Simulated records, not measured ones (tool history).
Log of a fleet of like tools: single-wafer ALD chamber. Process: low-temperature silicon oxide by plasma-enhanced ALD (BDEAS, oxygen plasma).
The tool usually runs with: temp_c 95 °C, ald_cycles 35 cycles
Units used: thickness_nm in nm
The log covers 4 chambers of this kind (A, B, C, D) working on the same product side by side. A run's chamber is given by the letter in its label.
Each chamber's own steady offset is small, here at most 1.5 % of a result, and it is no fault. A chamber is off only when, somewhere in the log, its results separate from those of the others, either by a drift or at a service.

run     day  temp_c  ald_cycles  read-back reference wafer on the same gauge, thickness_nm  thickness_nm
 1D   0.292      95          35                                                     5.5596        5.0834
 2B   0.617      95          35                                                     5.5564        5.0417
 3C   1.025      95          35                                                     5.5557        5.0685
 4A   1.312      95          35                                                     5.5636        5.0833
 5B   1.721      95          35                                                     5.5625        5.0319
 6C   1.933      95          35                                                     5.5591        5.0974
 7A   2.258      95          35                                                     5.5561        5.0914
 8D     2.6      95          35                                                     5.5662        5.1018
 9D   2.992      82          29                                                     5.5615        4.3842
10B   3.404      82          29                                                     5.5632         4.388
11C   3.658      82          29                                                     5.5557        4.3803
12A   4.062      82          29                                                     5.5577         4.398
13C   4.371      95          35                                                     5.5663        5.1196
14A   4.738      85          35                                                     5.5596        5.2556
15D   5.029      85          35                                                     5.5544        5.2655
16B   5.379      85          35                                                     5.5626        5.1779
17C   5.679      85          35                                                     5.5537        5.2524
18D   6.096      95          35                                                     5.5536        5.1074
19B   6.304      95          35                                                     5.5596        5.0568
20A     6.7      95          35                                                      5.561        5.0792
21D   6.946      95          35                                                     5.5632        5.0905
22C   7.383      95          35                                                      5.561        5.0863
      7.738  -- chamber B: thermocouple changed; heater temperature recalibrated
23A   7.779      95          35                                                     5.5596        5.0891
24B   8.204      95          35                                                     5.5571        5.0191
25C   8.612      95          35                                                     5.5542        5.0727
26A   8.962      95          35                                                     5.5593         5.127
27B   9.317      95          35                                                     5.5617        5.0251
28D   9.717      95          35                                                     5.5579        5.0967
29A  10.154      95          35                                                     5.5619        5.0686
30C   10.55      95          35                                                     5.5557        5.0497

Predict what each chamber gives when all 4 of them run the settings below next.
31A  10.871      95          35                                                                        ?
31B  10.871      95          35                                                                        ?
31C  10.871      95          35                                                                        ?
31D  10.871      95          35                                                                        ?

run  thickness_nm
31A        5.1089
31B        5.0345
31C        5.0451
31D        5.0562
